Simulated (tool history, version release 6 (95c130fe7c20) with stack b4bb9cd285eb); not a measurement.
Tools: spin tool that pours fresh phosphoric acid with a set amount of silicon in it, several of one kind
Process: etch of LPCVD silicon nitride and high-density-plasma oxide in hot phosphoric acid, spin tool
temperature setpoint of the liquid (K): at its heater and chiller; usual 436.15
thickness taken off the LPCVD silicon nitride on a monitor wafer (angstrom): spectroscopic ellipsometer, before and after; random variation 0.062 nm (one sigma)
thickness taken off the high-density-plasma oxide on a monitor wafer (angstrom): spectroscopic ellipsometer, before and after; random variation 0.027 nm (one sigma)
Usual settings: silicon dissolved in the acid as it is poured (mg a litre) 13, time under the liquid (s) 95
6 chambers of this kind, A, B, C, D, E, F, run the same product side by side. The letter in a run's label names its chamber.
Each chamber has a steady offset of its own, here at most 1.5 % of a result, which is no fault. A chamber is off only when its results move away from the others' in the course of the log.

run	hour	temperature setpoint of the liquid (K)	silicon dissolved in the acid as it is poured (mg a litre)	time under the liquid (s)	hours since the thermometer was replaced	hours since the dissolved silicon flow meter was replaced	hours since the heated supply line was repaired	read-back film thickness of the LPCVD silicon nitride reference wafer, read on the same gauge (nm)	read-back film thickness of the high-density-plasma oxide reference wafer, read on the same gauge (nm)	thickness taken off the LPCVD silicon nitride on a monitor wafer (angstrom)	thickness taken off the high-density-plasma oxide on a monitor wafer (angstrom)
1E	9	436.15	13	95	251.2	897.9	1389.8	90.011	100.02	93.55	3.3591
2A	15.7	436.15	13	95	201.3	1035.6	2095.6	90.01	100.01	95.387	3.1902
3D	23	436.15	13	95	898.5	947.1	2215.9	90.011	99.999	94.339	3.57
4C	32.6	436.15	13	95	1487	302.7	532.6	90.004	99.975	94.281	3.3666
5B	38.1	436.15	13	95	1325.3	1154	305.5	89.958	99.981	94.558	3.1505
6F	46.5	436.15	13	95	251.3	498.6	141.1	90.02	100.03	93.608	2.9472
7D	55.6	436.15	13	95	931.1	979.7	2248.5	90.007	99.992	94.905	3.191
8B	64.6	436.15	13	95	1351.8	1180.5	332	89.988	99.985	94.947	3.4208
# hour 69.7: chamber E: heated supply line repaired
9C	71.9	436.15	13	95	1526.3	342	571.9	90.01	99.968	95.527	2.9752
10A	78.5	436.15	13	95	264.1	1098.4	2158.4	90.021	100.02	94.78	2.8102
11F	87.4	436.15	13	95	292.2	539.5	182	90.028	99.981	94.965	2.9254
12E	91.8	436.15	13	95	334	980.7	22.1	89.986	100.03	93.817	3.3877
13B	96.1	436.15	13	95	1383.3	1212	363.5	89.989	100.04	94.618	3.2539
14F	104.5	436.15	13	55	309.3	556.6	199.1	89.996	100.02	54.019	1.7862
15D	112.5	436.15	13	55	988	1036.6	2305.4	90.007	100.02	54.982	1.9517
16A	119.4	436.15	13	55	305	1139.3	2199.3	90.004	100.07	53.995	1.959
17E	127.5	436.15	13	55	369.7	1016.4	57.8	90	99.983	54.404	1.8814
18C	133.6	436.15	13	55	1588	403.7	633.6	89.977	100.01	54.605	1.9445
19A	139.6	436.15	13	55	325.2	1159.5	2219.5	90.009	99.967	54.78	2.1242
20C	145	436.15	13	95	1599.4	415.1	645	90.016	100.04	94.89	2.9957
# hour 150.8: chamber B: dissolved silicon flow meter replaced
21F	151.3	436.15	13	95	356.1	603.4	245.9	90.003	99.963	95.005	3.1986
22E	157.6	436.15	13	95	399.8	1046.5	87.9	90.009	100.04	94.899	3.0268
23B	162.2	436.15	13	95	1449.4	11.4	429.6	89.997	99.998	95.171	2.8549
# hour 164.9: chamber D: dissolved silicon flow meter replaced
24D	168.5	436.15	13	50	1044	3.6	2361.4	89.972	99.988	49.704	1.8106
25A	173.7	436.15	13	50	359.3	1193.6	2253.6	90.008	100.01	49.913	1.5249
26F	179.9	436.15	13	50	384.7	632	274.5	89.957	99.995	49.804	1.9253
27C	185.9	436.15	13	50	1640.3	456	685.9	90.011	99.964	50.275	1.6029
28B	192.9	436.15	13	50	1480.1	42.1	460.3	89.999	99.973	48.872	1.7288
29E	202	436.15	13	50	444.2	1090.9	132.3	90.024	100.02	48.846	1.6802
30D	211.5	436.15	13	95	1087	46.6	2404.4	89.979	100	94.952	3.019
31C	216.5	436.15	13	95	1670.9	486.6	716.5	90.003	100.01	94.927	2.9281
32B	220.8	436.15	13	95	1508	70	488.2	90.012	100.03	94.998	3.1334
33F	229.6	436.15	13	95	434.4	681.7	324.2	89.995	99.97	94.293	3.6282
34D	237.6	436.15	13	95	1113.1	72.7	2430.5	90.01	99.98	94.632	3.3748
35E	242.1	436.15	13	95	484.3	1131	172.4	89.969	99.989	93.271	3.0156
36A	248	436.15	13	95	433.6	1267.9	2327.9	90.003	99.98	95.42	3.6388

Next, every chamber runs the same settings. What will each give?
37A	254.9	436.15	13	95						?	?
37B	254.9	436.15	13	95						?	?
37C	254.9	436.15	13	95						?	?
37D	254.9	436.15	13	95						?	?
37E	254.9	436.15	13	95						?	?
37F	254.9	436.15	13	95						?	?

run	thickness taken off the LPCVD silicon nitride on a monitor wafer (angstrom)	thickness taken off the high-density-plasma oxide on a monitor wafer (angstrom)
37A	94.439	3.1884
37B	95.409	3.7696
37C	95.75	3.2826
37D	94.794	3.2694
37E	93.402	3.4436
37F	94.335	2.8466
